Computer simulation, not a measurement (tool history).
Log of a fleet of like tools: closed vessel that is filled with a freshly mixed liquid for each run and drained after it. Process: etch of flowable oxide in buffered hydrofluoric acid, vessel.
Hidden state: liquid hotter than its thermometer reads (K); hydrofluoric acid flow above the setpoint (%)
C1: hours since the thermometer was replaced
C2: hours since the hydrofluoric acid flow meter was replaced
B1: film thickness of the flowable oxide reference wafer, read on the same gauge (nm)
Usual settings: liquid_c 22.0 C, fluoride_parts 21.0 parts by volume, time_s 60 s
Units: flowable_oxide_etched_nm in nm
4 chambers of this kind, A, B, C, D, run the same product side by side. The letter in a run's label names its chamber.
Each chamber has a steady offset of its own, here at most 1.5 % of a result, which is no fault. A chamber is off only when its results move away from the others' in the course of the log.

Run 1C, hour 3.2: usual settings; C1 40.7; C2 157.7; B1 140.00. Result: flowable_oxide_etched_nm 93.060 nm.
Run 2B, hour 6.5: usual settings; C1 1059.6; C2 114.7; B1 140.00. Result: flowable_oxide_etched_nm 93.854 nm.
Run 3A, hour 8.4: usual settings; C1 2089.2; C2 1610.2; B1 140.00. Result: flowable_oxide_etched_nm 94.444 nm.
Run 4D, hour 11.7: usual settings; C1 116.5; C2 901.5; B1 139.99. Result: flowable_oxide_etched_nm 93.522 nm.
Run 5A, hour 14.8: usual settings; C1 2095.6; C2 1616.6; B1 140.00. Result: flowable_oxide_etched_nm 94.602 nm.
Run 6D, hour 17.1: usual settings; C1 121.9; C2 906.9; B1 140.02. Result: flowable_oxide_etched_nm 91.862 nm.
Run 7C, hour 20.2: usual settings; C1 57.7; C2 174.7; B1 139.98. Result: flowable_oxide_etched_nm 92.751 nm.
Run 8B, hour 22.9: usual settings; C1 1076.0; C2 131.1; B1 140.00. Result: flowable_oxide_etched_nm 94.214 nm.
Run 9C, hour 25.7: usual settings; C1 63.2; C2 180.2; B1 140.00. Result: flowable_oxide_etched_nm 92.782 nm.
Run 10D, hour 29.4: usual settings; C1 134.2; C2 919.2; B1 140.00. Result: flowable_oxide_etched_nm 93.747 nm.
Run 11A, hour 31.9: usual settings; C1 2112.7; C2 1633.7; B1 139.98. Result: flowable_oxide_etched_nm 94.657 nm.
Run 12B, hour 35.0: usual settings but fluoride_parts 27.5 parts by volume; C1 1088.1; C2 143.2; B1 139.99. Result: flowable_oxide_etched_nm 77.738 nm.
Run 13B, hour 38.3: usual settings but fluoride_parts 27.5 parts by volume; C1 1091.4; C2 146.5; B1 139.98. Result: flowable_oxide_etched_nm 76.815 nm.
Run 14D, hour 40.3: usual settings but fluoride_parts 27.5 parts by volume; C1 145.1; C2 930.1; B1 140.00. Result: flowable_oxide_etched_nm 78.403 nm.
Run 15C, hour 42.3: usual settings but fluoride_parts 27.5 parts by volume; C1 79.8; C2 196.8; B1 140.02. Result: flowable_oxide_etched_nm 75.781 nm.
Run 16A, hour 46.5: usual settings but liquid_c 25.0 C, fluoride_parts 15.5 parts by volume; C1 2127.3; C2 1648.3; B1 140.01. Result: flowable_oxide_etched_nm 149.070 nm.
Run 17C, hour 50.6: usual settings but liquid_c 25.0 C, fluoride_parts 15.5 parts by volume; C1 88.1; C2 205.1; B1 139.99. Result: flowable_oxide_etched_nm 145.930 nm.
Run 18D, hour 52.5: usual settings but liquid_c 25.0 C, fluoride_parts 15.5 parts by volume; C1 157.3; C2 942.3; B1 140.00. Result: flowable_oxide_etched_nm 149.650 nm.
Run 19B, hour 55.3: usual settings but liquid_c 25.0 C, fluoride_parts 15.5 parts by volume; C1 1108.4; C2 163.5; B1 140.01. Result: flowable_oxide_etched_nm 145.460 nm.
Run 20A, hour 59.2: usual settings; C1 2140.0; C2 1661.0; B1 140.00. Result: flowable_oxide_etched_nm 94.063 nm.
Run 21C, hour 61.2: usual settings; C1 98.7; C2 215.7; B1 139.98. Result: flowable_oxide_etched_nm 94.180 nm.
Run 22D, hour 63.5: usual settings but liquid_c 26.5 C, fluoride_parts 18.5 parts by volume; C1 168.3; C2 953.3; B1 140.01. Result: flowable_oxide_etched_nm 137.860 nm.
Run 23B, hour 67.3: usual settings but liquid_c 26.5 C, fluoride_parts 18.5 parts by volume; C1 1120.4; C2 175.5; B1 140.00. Result: flowable_oxide_etched_nm 134.980 nm.
Run 24A, hour 70.3: usual settings but liquid_c 26.5 C, fluoride_parts 18.5 parts by volume; C1 2151.1; C2 1672.1; B1 140.00. Result: flowable_oxide_etched_nm 136.790 nm.
Run 25A, hour 73.3: usual settings but liquid_c 26.5 C, fluoride_parts 18.5 parts by volume; C1 2154.1; C2 1675.1; B1 140.01. Result: flowable_oxide_etched_nm 135.300 nm.
Run 26C, hour 77.0: usual settings but time_s 75 s; C1 114.5; C2 231.5; B1 140.01. Result: flowable_oxide_etched_nm 116.060 nm.
Run 27B, hour 80.2: usual settings but time_s 75 s; C1 1133.3; C2 188.4; B1 140.01. Result: flowable_oxide_etched_nm 118.180 nm.
Run 28D, hour 84.4: usual settings but time_s 75 s; C1 189.2; C2 974.2; B1 140.01. Result: flowable_oxide_etched_nm 121.100 nm.

Is one chamber off against the others, does the gauge drift, or is nothing wrong? If a chamber is off, say which, and what the likeliest cause is.

Chamber D drifts away from the others.
Cause: hydrofluoric acid flow above the setpoint (%) = 6.16.
The log may not tell that from: liquid hotter than its thermometer reads (K).

Here are 4 candidates for chamber D's next run, each the usual settings with a change, their results left as question marks. Which one brings its results back in line with what the others give on the usual settings?
In line means no further than this from the other chambers' mean on the usual settings: flowable_oxide_etched_nm 2.300 nm
Run 29D-1, hour 87.4: usual settings but liquid_c 21.5 C. Result: flowable_oxide_etched_nm ?.
Run 29D-2, hour 87.4: usual settings but fluoride_parts 23.5 parts by volume. Result: flowable_oxide_etched_nm ?.
Run 29D-3, hour 87.4: usual settings but time_s 65 s. Result: flowable_oxide_etched_nm ?.
Run 29D-4, hour 87.4: usual settings but fluoride_parts 20.5 parts by volume. Result: flowable_oxide_etched_nm ?.

The other chambers' mean on the usual settings: flowable_oxide_etched_nm 93.905 nm
  run  flowable_oxide_etched_nm
29D-1                    94.398
29D-2                    89.485
29D-3                   105.080
29D-4                    99.333
29D-1 brings the chamber back in line.
